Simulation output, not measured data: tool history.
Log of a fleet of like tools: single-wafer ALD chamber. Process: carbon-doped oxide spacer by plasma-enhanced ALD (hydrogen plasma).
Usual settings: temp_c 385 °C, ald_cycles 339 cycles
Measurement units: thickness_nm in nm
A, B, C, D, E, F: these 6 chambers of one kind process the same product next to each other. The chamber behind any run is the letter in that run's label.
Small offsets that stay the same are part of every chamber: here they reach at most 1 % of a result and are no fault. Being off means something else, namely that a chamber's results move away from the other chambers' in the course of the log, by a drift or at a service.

run	hour	temp_c	ald_cycles	read-back reference wafer on the same gauge, thickness_nm	thickness_nm
1A	8.4	385	339	16.8	16.998
2D	17.8	385	339	16.79	17.039
3C	26.4	385	339	16.791	16.824
# hour 30: chamber B: thermocouple changed; heater temperature recalibrated
4E	31.3	385	339	16.791	17.031
5B	35.9	385	339	16.793	17.048
6F	45.8	385	339	16.775	17.018
7E	52.4	385	339	16.78	16.967
8F	57.3	397	367	16.78	18.435
9D	63.9	397	367	16.772	18.41
10C	68.7	397	367	16.773	18.196
11A	75.4	397	367	16.776	18.312
12B	81.3	397	367	16.777	18.431
13E	86.9	397	367	16.776	18.387
14A	92.7	385	339	16.767	16.953
15F	98.9	385	339	16.762	16.996
16D	106.1	385	339	16.751	16.951
17B	115.8	385	339	16.746	17.015
18C	123.5	385	339	16.753	16.829
19B	129.9	385	359	16.758	18.052
20A	137.8	385	359	16.742	17.888
21C	147.4	385	359	16.739	17.742
22D	154	385	359	16.739	17.924
23F	162.4	385	359	16.74	17.996
24E	168.1	385	359	16.733	17.972
25D	173.3	385	339	16.735	16.96
26E	180	385	339	16.726	16.956
# hour 180.2: chamber C: thermocouple changed; heater temperature recalibrated
27F	187.7	385	339	16.73	16.981
28C	193.7	385	339	16.725	16.787
29A	202.8	385	339	16.721	16.895
30B	211.5	385	339	16.712	16.968
31A	217.4	399	389	16.717	19.352
32E	225.4	399	389	16.713	19.393
33F	233.3	399	389	16.713	19.484
34D	239.1	399	389	16.711	19.408
35C	244.5	399	389	16.701	19.278
36B	253.9	399	389	16.704	19.456
37F	263	385	339	16.696	16.92
38C	270.1	385	339	16.698	16.751
39D	278.5	385	339	16.699	16.936
40B	287.7	385	339	16.691	16.925
41E	292.5	385	339	16.684	16.926

Read the log: is a single chamber off, either drifting away or since a service, is the gauge that measures every chamber drifting, or is nothing wrong beyond small per-chamber offsets? Name any odd chamber and what most likely caused it.

The shared gauge is drifting. All chambers look as if they move in step, but none is off.
Cause: gauge reads low (%) = 0.701.
